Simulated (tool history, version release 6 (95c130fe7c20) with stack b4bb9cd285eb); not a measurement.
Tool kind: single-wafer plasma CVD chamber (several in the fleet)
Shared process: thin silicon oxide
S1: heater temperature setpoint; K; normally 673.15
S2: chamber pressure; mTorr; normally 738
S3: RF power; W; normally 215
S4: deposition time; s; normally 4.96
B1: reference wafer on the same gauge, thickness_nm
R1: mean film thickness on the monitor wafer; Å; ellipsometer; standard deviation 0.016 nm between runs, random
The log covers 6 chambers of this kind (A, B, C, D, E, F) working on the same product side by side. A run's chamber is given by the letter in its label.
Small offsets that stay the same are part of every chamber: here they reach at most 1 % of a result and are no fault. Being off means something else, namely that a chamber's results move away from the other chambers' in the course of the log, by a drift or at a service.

run	day	S1	S2	S3	S4	B1	R1
1C	0.238	673.15	738	215	4.96	7.2716	72.367
# day 0.267: chamber F: capacitance manometer re-zeroed and calibrated
# day 0.429: chamber B: thermocouple changed; heater temperature recalibrated
2F	0.429	673.15	738	215	4.96	7.2681	71.992
3D	0.746	673.15	738	215	4.96	7.2674	73.011
4B	1.112	673.15	738	215	4.96	7.2693	72.820
5A	1.488	673.15	738	250	4.96	7.2687	77.722
# day 1.742: chamber B: RF generator calibrated
6E	1.812	673.15	738	250	4.96	7.2753	77.782
7A	2.158	673.15	738	250	4.96	7.2725	77.566
8D	2.533	673.15	738	250	4.96	7.2662	78.677
9F	2.892	673.15	738	250	4.96	7.2667	77.436
10C	3.196	673.15	738	250	4.96	7.2681	77.944
11E	3.471	673.15	738	215	4.96	7.2729	72.459
# day 3.612: chamber A: capacitance manometer re-zeroed and calibrated
12B	3.638	673.15	738	215	4.96	7.2704	72.887
13B	3.858	673.15	738	215	4.96	7.2654	72.948
14E	4.108	673.15	738	215	4.96	7.2714	72.166
15F	4.354	673.15	738	215	4.96	7.2714	71.932
16D	4.562	673.15	738	215	4.96	7.2713	72.970
17A	4.746	673.15	738	215	4.96	7.2677	72.434
18C	4.962	673.15	738	215	4.96	7.2661	72.381
19B	5.312	673.15	738	250	4.96	7.2658	78.395
20F	5.579	673.15	738	250	4.96	7.2700	77.060
21A	5.862	673.15	738	250	4.96	7.2711	77.692
22D	6.233	673.15	738	250	4.96	7.2713	78.149
23E	6.579	673.15	738	250	4.96	7.2688	77.605
24C	6.817	673.15	738	250	4.96	7.2714	78.109
# day 6.883: chamber C: capacitance manometer re-zeroed and calibrated
25F	7.033	673.15	738	215	4.96	7.2732	71.975
26E	7.225	673.15	738	215	4.96	7.2657	72.362
27D	7.421	673.15	738	215	4.96	7.2713	73.147
28A	7.700	673.15	738	215	4.96	7.2699	72.554
29C	7.938	673.15	738	215	4.96	7.2701	72.535
30B	8.200	673.15	738	215	4.96	7.2705	73.018
31F	8.479	673.15	738	215	4.96	7.2713	71.951
32A	8.733	673.15	738	215	4.96	7.2695	72.614
33D	9.050	673.15	738	215	4.96	7.2702	73.361
34B	9.371	673.15	738	215	4.96	7.2667	73.030
35E	9.562	673.15	738	215	4.96	7.2719	72.271
# day 9.617: chamber A: thermocouple changed; heater temperature recalibrated
36C	9.742	673.15	738	215	4.96	7.2670	72.674
37B	10.092	673.15	738	215	4.96	7.2687	72.976
38A	10.279	673.15	738	215	4.96	7.2728	72.472
39D	10.462	673.15	738	215	4.96	7.2700	73.077
40E	10.838	673.15	738	215	4.96	7.2710	72.425
41F	11.017	673.15	738	215	4.96	7.2684	72.011
42C	11.183	673.15	738	215	4.96	7.2689	72.515
43B	11.396	673.15	738	215	4.96	7.2716	73.130
44A	11.600	673.15	738	215	4.96	7.2717	72.647

Decide between three cases: one chamber stands off from its peers, the gauge reading all wafers drifts, or nothing is wrong past each chamber's small offset. Where a chamber is off, say which and what most likely put it there.

No chamber is off and the gauge is stable; the differences are just each chamber's small, constant offset.

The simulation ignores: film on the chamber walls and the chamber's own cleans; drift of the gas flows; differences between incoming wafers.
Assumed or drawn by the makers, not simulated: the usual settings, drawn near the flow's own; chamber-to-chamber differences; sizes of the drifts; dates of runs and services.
